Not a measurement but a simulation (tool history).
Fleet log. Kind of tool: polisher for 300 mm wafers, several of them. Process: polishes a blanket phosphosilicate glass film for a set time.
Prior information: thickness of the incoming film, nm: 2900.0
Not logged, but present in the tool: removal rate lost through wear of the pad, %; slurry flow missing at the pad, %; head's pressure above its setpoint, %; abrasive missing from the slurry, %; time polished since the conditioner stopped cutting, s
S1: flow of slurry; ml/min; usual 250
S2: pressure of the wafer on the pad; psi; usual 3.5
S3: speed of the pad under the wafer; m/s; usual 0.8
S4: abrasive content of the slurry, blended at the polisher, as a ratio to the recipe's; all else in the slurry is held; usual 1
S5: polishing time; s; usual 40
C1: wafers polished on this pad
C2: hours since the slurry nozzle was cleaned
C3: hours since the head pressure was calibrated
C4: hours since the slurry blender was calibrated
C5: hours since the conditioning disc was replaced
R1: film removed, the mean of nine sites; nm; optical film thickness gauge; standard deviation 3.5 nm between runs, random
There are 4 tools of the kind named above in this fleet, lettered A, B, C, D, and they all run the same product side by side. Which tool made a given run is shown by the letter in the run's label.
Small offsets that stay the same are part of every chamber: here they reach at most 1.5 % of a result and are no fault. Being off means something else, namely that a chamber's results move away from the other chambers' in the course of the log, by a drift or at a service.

run	hour	S1	S2	S3	S4	S5	C1	C2	C3	C4	C5	R1
1C	16.1	250	3.5	0.8	1	40	393	60.8	393.3	101.9	78.7	285.14
2A	31.6	250	3.5	0.8	1	40	794	300.7	375.9	59.3	43.5	275.31
3B	43.2	250	3.5	0.8	1	40	934	989	227.7	147.7	60.6	284.52
# hour 45.6: chamber B: slurry nozzle cleaned
# hour 47.7: chamber A: worn pad replaced by a new one
# hour 57: chamber D: worn pad replaced by a new one
4D	57.4	250	3.5	0.8	1	40	4	58.5	491.6	198.4	80.1	281.23
# hour 58.8: chamber B: worn pad replaced by a new one
5C	67.2	250	3.5	0.8	1	40	976	111.9	444.4	153	129.8	287.25
# hour 68.9: chamber C: conditioning disc replaced and pad reconditioned
# hour 70.7: chamber C: worn pad replaced by a new one
6D	76.8	250	3.5	0.8	1	40	226	77.9	511	217.8	99.5	282.84
7A	89.2	250	3.5	0.8	1	40	474	358.3	433.5	116.9	101.1	287.46
# hour 97.9: chamber D: head pressure recalibrated
8B	101.3	250	3.5	0.8	1	40	485	55.8	285.8	205.8	118.7	283.43
9A	109	250	3.5	0.8	1	40	700	378.1	453.3	136.7	120.9	286.41
# hour 121.1: chamber B: slurry blender recalibrated
10C	124.5	250	3.5	0.8	1	40	614	169.2	501.7	210.3	55.6	276
11D	133.8	250	3.5	0.8	1	40	877	134.9	35.9	274.8	156.5	279.49
# hour 139.6: chamber D: worn pad replaced by a new one
# hour 140.5: chamber A: worn pad replaced by a new one
12B	148.2	250	3.5	0.8	1	40	1021	102.7	332.7	27.2	165.6	275.74
# hour 150.5: chamber C: worn pad replaced by a new one
# hour 157.6: chamber A: head pressure recalibrated
13D	158.5	330	3.5	0.8	1	40	216	159.6	60.6	299.5	181.2	292.95
# hour 166.5: chamber B: worn pad replaced by a new one
14A	166.8	330	3.5	0.8	1	40	300	435.9	9.3	194.5	178.7	289.02
15C	179.7	330	3.5	0.8	1	40	333	224.4	556.9	265.5	110.8	284.53
16B	186.6	330	3.5	0.8	1	40	230	141.1	371.1	65.6	204	284.74
17A	202.5	250	3.5	0.8	1	40	708	471.6	45	230.2	214.4	284.87
# hour 207.3: chamber C: conditioning disc replaced and pad reconditioned
# hour 207.8: chamber D: slurry nozzle cleaned
# hour 212.4: chamber A: conditioning disc replaced and pad reconditioned
18D	218.4	250	3.5	0.8	1	40	900	10.7	120.5	359.4	241.1	277.39
# hour 227: chamber D: worn pad replaced by a new one
# hour 227.2: chamber C: slurry blender recalibrated
# hour 228.5: chamber D: conditioning disc replaced and pad reconditioned
19C	229	250	3.5	0.8	1	40	896	273.7	606.2	1.8	21.8	285.47
# hour 236.1: chamber C: worn pad replaced by a new one
20B	239.6	250	3.5	0.8	1	40	835	194.1	424.1	118.6	257	281.33
# hour 241.5: chamber A: worn pad replaced by a new one
21B	254.3	250	3.5	0.8	1	40	1003	208.8	438.8	133.3	271.7	281.89
22C	268.4	250	3.5	0.8	1	40	368	313.1	645.6	41.2	61.2	275.64
# hour 272.5: chamber B: worn pad replaced by a new one
23A	282.4	250	3.5	0.8	1	40	467	551.5	124.9	310.1	70.1	284.5
24D	291.7	250	3.5	1.06	1	40	739	84	193.8	432.7	63.2	353.62
25A	302.1	250	3.5	1.06	1	40	692	571.2	144.6	329.8	89.8	361.94
26B	313.1	250	3.5	1.06	1	40	464	267.6	497.6	192.1	330.5	354.09
# hour 317.2: chamber D: worn pad replaced by a new one
# hour 318.8: chamber D: slurry blender recalibrated
27D	325.1	250	3.5	1.06	1	40	91	117.4	227.2	6.3	96.6	353.3
# hour 327.3: chamber C: worn pad replaced by a new one
# hour 327.7: chamber B: slurry blender recalibrated
# hour 338.1: chamber A: worn pad replaced by a new one
28C	339.2	250	3.5	0.8	1	40	136	383.9	716.4	112	132	285.49
# hour 345.9: chamber C: conditioning disc replaced and pad reconditioned
29B	349.2	250	3.5	0.8	1	40	876	303.7	533.7	21.6	366.6	285.82
30D	365.1	250	2.3	0.8	1	27	547	157.4	267.2	46.3	136.6	127.11
# hour 371.1: chamber B: worn pad replaced by a new one
31A	376.2	250	2.3	0.8	1	27	435	645.3	218.7	403.9	163.9	123.68
# hour 383: chamber B: head pressure recalibrated
32C	384.7	250	2.3	0.8	1	27	656	429.4	761.9	157.5	38.8	125.18
33C	396.6	250	2.3	0.8	1	27	792	441.3	773.8	169.4	50.7	126.51
# hour 407.4: chamber D: worn pad replaced by a new one
34D	408.9	250	3.5	0.8	1	40	17	201.2	311	90.1	180.4	280.05
# hour 409.8: chamber C: worn pad replaced by a new one
35A	419.7	250	3.5	0.8	1	40	931	688.8	262.2	447.4	207.4	284.4
36B	433.2	250	3.5	0.8	1	40	709	387.7	50.3	105.6	450.6	286.04
37C	444.9	250	3.5	0.8	1	40	401	489.6	822.1	217.7	99	279.28
# hour 451.4: chamber B: conditioning disc replaced and pad reconditioned
38B	453.4	250	3.5	0.8	1	40	939	407.9	70.5	125.8	2	283.96

All 4 chambers run these settings next. Forecast each chamber's results:
39A	465	250	3.5	0.8	1	40						?
39B	465	250	3.5	0.8	1	40						?
39C	465	250	3.5	0.8	1	40						?
39D	465	250	3.5	0.8	1	40						?

run	R1
39A	281.54
39B	283.4
39C	279.11
39D	281.65
